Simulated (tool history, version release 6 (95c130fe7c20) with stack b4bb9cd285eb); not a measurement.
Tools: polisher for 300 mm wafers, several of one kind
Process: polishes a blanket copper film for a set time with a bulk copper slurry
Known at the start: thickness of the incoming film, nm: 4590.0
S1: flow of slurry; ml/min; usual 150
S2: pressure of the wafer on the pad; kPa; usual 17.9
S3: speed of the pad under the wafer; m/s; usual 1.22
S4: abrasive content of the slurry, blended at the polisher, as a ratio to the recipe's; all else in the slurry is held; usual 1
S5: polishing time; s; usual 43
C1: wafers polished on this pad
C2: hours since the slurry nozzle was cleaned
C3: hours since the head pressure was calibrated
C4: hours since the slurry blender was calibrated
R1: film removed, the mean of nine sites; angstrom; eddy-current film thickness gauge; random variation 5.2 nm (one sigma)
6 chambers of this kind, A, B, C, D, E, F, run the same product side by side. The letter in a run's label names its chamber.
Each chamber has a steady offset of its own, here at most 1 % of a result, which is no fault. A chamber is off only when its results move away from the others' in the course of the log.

{"hour": 1.3, "done": "chamber E: worn pad replaced by a new one"}
{"hour": 5.3, "done": "chamber B: worn pad replaced by a new one"}
{"run": "1A", "hour": 12.7, "S1": 150, "S2": 17.9, "S3": 1.22, "S4": 1, "S5": 43, "C1": 207, "C2": 394.9, "C3": 258.7, "C4": 163.3, "R1": 5293.3}
{"run": "2E", "hour": 22.0, "S1": 150, "S2": 17.9, "S3": 1.22, "S4": 1, "S5": 43, "C1": 283, "C2": 172.6, "C3": 735.9, "C4": 124, "R1": 5294.4}
{"run": "3D", "hour": 30.1, "S1": 150, "S2": 17.9, "S3": 1.22, "S4": 1, "S5": 43, "C1": 430, "C2": 243.6, "C3": 404.6, "C4": 219.9, "R1": 5348.7}
{"run": "4B", "hour": 37.4, "S1": 150, "S2": 17.9, "S3": 1.22, "S4": 1, "S5": 43, "C1": 439, "C2": 585.5, "C3": 351.2, "C4": 51.5, "R1": 5382.2}
{"hour": 38.3, "done": "chamber F: head pressure recalibrated"}
{"hour": 39.7, "done": "chamber D: slurry blender recalibrated"}
{"hour": 45.6, "done": "chamber A: slurry nozzle cleaned"}
{"hour": 46.1, "done": "chamber F: worn pad replaced by a new one"}
{"hour": 47.9, "done": "chamber A: slurry blender recalibrated"}
{"run": "5F", "hour": 49.4, "S1": 150, "S2": 17.9, "S3": 1.22, "S4": 1, "S5": 43, "C1": 45, "C2": 217.9, "C3": 11.2, "C4": 160.3, "R1": 5380.6}
{"hour": 55.9, "done": "chamber C: worn pad replaced by a new one"}
{"hour": 56.6, "done": "chamber E: worn pad replaced by a new one"}
{"run": "6C", "hour": 57.2, "S1": 150, "S2": 17.9, "S3": 1.22, "S4": 1, "S5": 43, "C1": 18, "C2": 816.9, "C3": 57.7, "C4": 279.3, "R1": 5384.5}
{"hour": 60.8, "done": "chamber A: worn pad replaced by a new one"}
{"run": "7C", "hour": 63.3, "S1": 150, "S2": 17.9, "S3": 1.22, "S4": 1, "S5": 43, "C1": 102, "C2": 823, "C3": 63.8, "C4": 285.4, "R1": 5297.7}
{"hour": 69.9, "done": "chamber D: worn pad replaced by a new one"}
{"hour": 73.7, "done": "chamber B: worn pad replaced by a new one"}
{"run": "8B", "hour": 75.4, "S1": 150, "S2": 17.9, "S3": 1.22, "S4": 1, "S5": 43, "C1": 23, "C2": 623.5, "C3": 389.2, "C4": 89.5, "R1": 5381}
{"hour": 80.8, "done": "chamber C: slurry blender recalibrated"}
{"run": "9A", "hour": 83.1, "S1": 150, "S2": 17.9, "S3": 1.22, "S4": 1, "S5": 43, "C1": 305, "C2": 37.6, "C3": 329.1, "C4": 35.3, "R1": 5302.2}
{"run": "10F", "hour": 91.1, "S1": 150, "S2": 17.9, "S3": 1.22, "S4": 1, "S5": 49, "C1": 616, "C2": 259.6, "C3": 52.9, "C4": 202, "R1": 6039.2}
{"run": "11D", "hour": 101.5, "S1": 150, "S2": 17.9, "S3": 1.22, "S4": 1, "S5": 49, "C1": 433, "C2": 315, "C3": 476, "C4": 61.9, "R1": 5991.3}
{"run": "12E", "hour": 109.7, "S1": 150, "S2": 17.9, "S3": 1.22, "S4": 1, "S5": 49, "C1": 727, "C2": 260.3, "C3": 823.6, "C4": 211.7, "R1": 5870.3}
{"hour": 113.5, "done": "chamber F: worn pad replaced by a new one"}
{"hour": 116.5, "done": "chamber A: worn pad replaced by a new one"}
{"hour": 118.9, "done": "chamber E: worn pad replaced by a new one"}
{"run": "13D", "hour": 119.7, "S1": 150, "S2": 17.9, "S3": 1.22, "S4": 1, "S5": 49, "C1": 682, "C2": 333.2, "C3": 494.2, "C4": 80.1, "R1": 6034.8}
{"run": "14A", "hour": 126.9, "S1": 150, "S2": 17.9, "S3": 1.22, "S4": 1, "S5": 49, "C1": 143, "C2": 81.4, "C3": 372.9, "C4": 79.1, "R1": 6079.6}
{"hour": 130.6, "done": "chamber B: worn pad replaced by a new one"}
{"run": "15F", "hour": 133.1, "S1": 150, "S2": 17.9, "S3": 1.22, "S4": 1, "S5": 49, "C1": 268, "C2": 301.6, "C3": 94.9, "C4": 244, "R1": 6044.6}
{"hour": 138.4, "done": "chamber D: worn pad replaced by a new one"}
{"hour": 142.7, "done": "chamber C: worn pad replaced by a new one"}
{"run": "16E", "hour": 143.9, "S1": 150, "S2": 17.9, "S3": 1.22, "S4": 1, "S5": 43, "C1": 343, "C2": 294.5, "C3": 857.8, "C4": 245.9, "R1": 5208.3}
{"hour": 147.6, "done": "chamber E: slurry blender recalibrated"}
{"run": "17C", "hour": 154.4, "S1": 150, "S2": 17.9, "S3": 1.22, "S4": 1, "S5": 43, "C1": 160, "C2": 914.1, "C3": 154.9, "C4": 73.6, "R1": 5327.8}
{"hour": 158.7, "done": "chamber C: slurry nozzle cleaned"}
{"run": "18B", "hour": 165.3, "S1": 150, "S2": 17.9, "S3": 1.22, "S4": 1, "S5": 43, "C1": 476, "C2": 713.4, "C3": 479.1, "C4": 179.4, "R1": 5284.8}
{"hour": 174.5, "done": "chamber A: head pressure recalibrated"}
{"hour": 174.7, "done": "chamber A: worn pad replaced by a new one"}
{"run": "19E", "hour": 177.2, "S1": 150, "S2": 17.9, "S3": 1.22, "S4": 1, "S5": 43, "C1": 799, "C2": 327.8, "C3": 891.1, "C4": 29.6, "R1": 5370.7}
{"hour": 184.8, "done": "chamber F: worn pad replaced by a new one"}
{"hour": 186.0, "done": "chamber B: slurry nozzle cleaned"}
{"run": "20D", "hour": 186.0, "S1": 150, "S2": 17.9, "S3": 1.22, "S4": 1, "S5": 43, "C1": 652, "C2": 399.5, "C3": 560.5, "C4": 146.4, "R1": 5318.9}
{"hour": 187.0, "done": "chamber B: worn pad replaced by a new one"}
{"hour": 189.3, "done": "chamber E: worn pad replaced by a new one"}
{"run": "21B", "hour": 194.0, "S1": 190, "S2": 17.9, "S3": 0.84, "S4": 1, "S5": 43, "C1": 96, "C2": 8.1, "C3": 507.8, "C4": 208.1, "R1": 3875.2}
{"run": "22C", "hour": 200.0, "S1": 190, "S2": 17.9, "S3": 0.84, "S4": 1, "S5": 43, "C1": 785, "C2": 41.3, "C3": 200.5, "C4": 119.2, "R1": 3731.3}
{"hour": 204.5, "done": "chamber D: worn pad replaced by a new one"}
{"hour": 204.9, "done": "chamber A: slurry blender recalibrated"}
{"run": "23F", "hour": 205.9, "S1": 190, "S2": 17.9, "S3": 0.84, "S4": 1, "S5": 43, "C1": 289, "C2": 374.4, "C3": 167.7, "C4": 316.8, "R1": 3827.2}
{"run": "24A", "hour": 212.7, "S1": 190, "S2": 17.9, "S3": 0.84, "S4": 1, "S5": 43, "C1": 521, "C2": 167.2, "C3": 38.2, "C4": 7.8, "R1": 3853.2}
{"hour": 216.1, "done": "chamber C: worn pad replaced by a new one"}
{"run": "25E", "hour": 224.6, "S1": 190, "S2": 17.9, "S3": 0.84, "S4": 1, "S5": 43, "C1": 483, "C2": 375.2, "C3": 938.5, "C4": 77, "R1": 3789.7}
{"hour": 226.5, "done": "chamber F: slurry nozzle cleaned"}
{"run": "26F", "hour": 231.7, "S1": 190, "S2": 17.9, "S3": 0.84, "S4": 1, "S5": 43, "C1": 642, "C2": 5.2, "C3": 193.5, "C4": 342.6, "R1": 3878.8}
{"hour": 232.5, "done": "chamber D: slurry blender recalibrated"}
{"hour": 239.8, "done": "chamber A: worn pad replaced by a new one"}
{"run": "27C", "hour": 243.6, "S1": 150, "S2": 17.9, "S3": 1.22, "S4": 1, "S5": 43, "C1": 377, "C2": 84.9, "C3": 244.1, "C4": 162.8, "R1": 5346.9}
{"hour": 253.2, "done": "chamber F: worn pad replaced by a new one"}
{"run": "28A", "hour": 253.9, "S1": 150, "S2": 17.9, "S3": 1.22, "S4": 1, "S5": 43, "C1": 193, "C2": 208.4, "C3": 79.4, "C4": 49, "R1": 5306.5}
{"hour": 254.0, "done": "chamber B: worn pad replaced by a new one"}
{"hour": 259.9, "done": "chamber E: worn pad replaced by a new one"}
{"run": "29B", "hour": 261.2, "S1": 150, "S2": 17.9, "S3": 1.22, "S4": 1, "S5": 43, "C1": 99, "C2": 75.3, "C3": 575, "C4": 275.3, "R1": 5338.2}
{"run": "30D", "hour": 271.7, "S1": 150, "S2": 17.9, "S3": 1.22, "S4": 1, "S5": 43, "C1": 921, "C2": 485.2, "C3": 646.2, "C4": 39.2, "R1": 5310.1}
{"run": "31E", "hour": 277.6, "S1": 150, "S2": 11.7, "S3": 1.22, "S4": 1, "S5": 43, "C1": 243, "C2": 428.2, "C3": 991.5, "C4": 130, "R1": 3444.1}
{"hour": 283.8, "done": "chamber D: worn pad replaced by a new one"}
{"run": "32F", "hour": 287.2, "S1": 150, "S2": 11.7, "S3": 1.22, "S4": 1, "S5": 43, "C1": 466, "C2": 60.7, "C3": 249, "C4": 398.1, "R1": 3447.8}
{"run": "33D", "hour": 297.7, "S1": 150, "S2": 11.7, "S3": 1.22, "S4": 1, "S5": 43, "C1": 191, "C2": 511.2, "C3": 672.2, "C4": 65.2, "R1": 3482.9}
{"hour": 297.8, "done": "chamber C: worn pad replaced by a new one"}
{"hour": 302.1, "done": "chamber A: worn pad replaced by a new one"}
{"run": "34B", "hour": 303.5, "S1": 150, "S2": 11.7, "S3": 1.22, "S4": 1, "S5": 43, "C1": 678, "C2": 117.6, "C3": 617.3, "C4": 317.6, "R1": 3581.2}
{"run": "35C", "hour": 314.9, "S1": 150, "S2": 11.7, "S3": 1.22, "S4": 1, "S5": 43, "C1": 234, "C2": 156.2, "C3": 315.4, "C4": 234.1, "R1": 3457.8}
{"run": "36A", "hour": 322.1, "S1": 150, "S2": 11.7, "S3": 1.22, "S4": 1, "S5": 43, "C1": 274, "C2": 276.6, "C3": 147.6, "C4": 117.2, "R1": 3485.9}

All 6 chambers run these settings next. Forecast each chamber's results:
{"run": "37A", "hour": 331.3, "S1": 150, "S2": 17.9, "S3": 1.22, "S4": 1, "S5": 43, "R1": "?"}
{"run": "37B", "hour": 331.3, "S1": 150, "S2": 17.9, "S3": 1.22, "S4": 1, "S5": 43, "R1": "?"}
{"run": "37C", "hour": 331.3, "S1": 150, "S2": 17.9, "S3": 1.22, "S4": 1, "S5": 43, "R1": "?"}
{"run": "37D", "hour": 331.3, "S1": 150, "S2": 17.9, "S3": 1.22, "S4": 1, "S5": 43, "R1": "?"}
{"run": "37E", "hour": 331.3, "S1": 150, "S2": 17.9, "S3": 1.22, "S4": 1, "S5": 43, "R1": "?"}
{"run": "37F", "hour": 331.3, "S1": 150, "S2": 17.9, "S3": 1.22, "S4": 1, "S5": 43, "R1": "?"}

run=37A R1=5247.9
run=37B R1=5393.4
run=37C R1=5235.3
run=37D R1=5422.1
run=37E R1=5284.6
run=37F R1=5359.4

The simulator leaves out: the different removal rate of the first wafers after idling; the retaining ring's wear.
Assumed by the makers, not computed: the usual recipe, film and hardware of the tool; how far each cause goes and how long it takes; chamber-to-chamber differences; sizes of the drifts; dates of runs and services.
